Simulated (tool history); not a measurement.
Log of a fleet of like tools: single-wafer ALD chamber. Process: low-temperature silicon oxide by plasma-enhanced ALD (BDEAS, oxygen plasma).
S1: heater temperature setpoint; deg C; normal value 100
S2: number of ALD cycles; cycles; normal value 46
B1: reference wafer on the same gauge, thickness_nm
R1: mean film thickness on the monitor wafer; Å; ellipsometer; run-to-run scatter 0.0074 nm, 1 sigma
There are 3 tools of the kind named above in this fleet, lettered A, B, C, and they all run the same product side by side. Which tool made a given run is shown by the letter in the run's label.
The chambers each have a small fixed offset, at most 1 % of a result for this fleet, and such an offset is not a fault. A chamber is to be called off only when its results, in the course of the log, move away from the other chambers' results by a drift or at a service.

run,hour,S1,S2,B1,R1
1C,5.5,100,46,6.268,65.689
2A,9.5,100,46,6.269,66.244
3B,13.2,100,46,6.2662,65.708
4B,19.4,100,46,6.2657,65.703
5A,23.1,100,46,6.2658,66.215
6C,28.3,100,46,6.2642,65.646
7A,32.6,100,46,6.2607,66.142
8B,38.1,92,42,6.262,61.633
9C,44.3,92,42,6.2591,61.582
10B,49,92,42,6.2597,61.64
11C,56,100,46,6.2561,65.577
12A,62.4,100,46,6.2529,66.145
13C,67.7,100,50,6.2538,71.353
14A,74.1,100,50,6.2538,71.601
15B,80.7,100,50,6.253,71.294
16C,85.5,100,46,6.2503,65.391
17B,91.3,100,46,6.2506,65.532
18A,98.5,100,46,6.2465,65.894
19A,106,100,46,6.2475,65.999
20B,109.4,100,46,6.2466,65.525
21C,115.6,100,46,6.2442,65.391
22C,119.4,100,41,6.2442,58.275
23B,125.1,100,41,6.2427,58.331

All chambers now run identical settings, listed one chamber a line with results as question marks. What results will each chamber show?
24A,130.6,100,52,,?
24B,130.6,100,52,,?
24C,130.6,100,52,,?

run,R1
24A,74.535
24B,73.987
24C,73.985

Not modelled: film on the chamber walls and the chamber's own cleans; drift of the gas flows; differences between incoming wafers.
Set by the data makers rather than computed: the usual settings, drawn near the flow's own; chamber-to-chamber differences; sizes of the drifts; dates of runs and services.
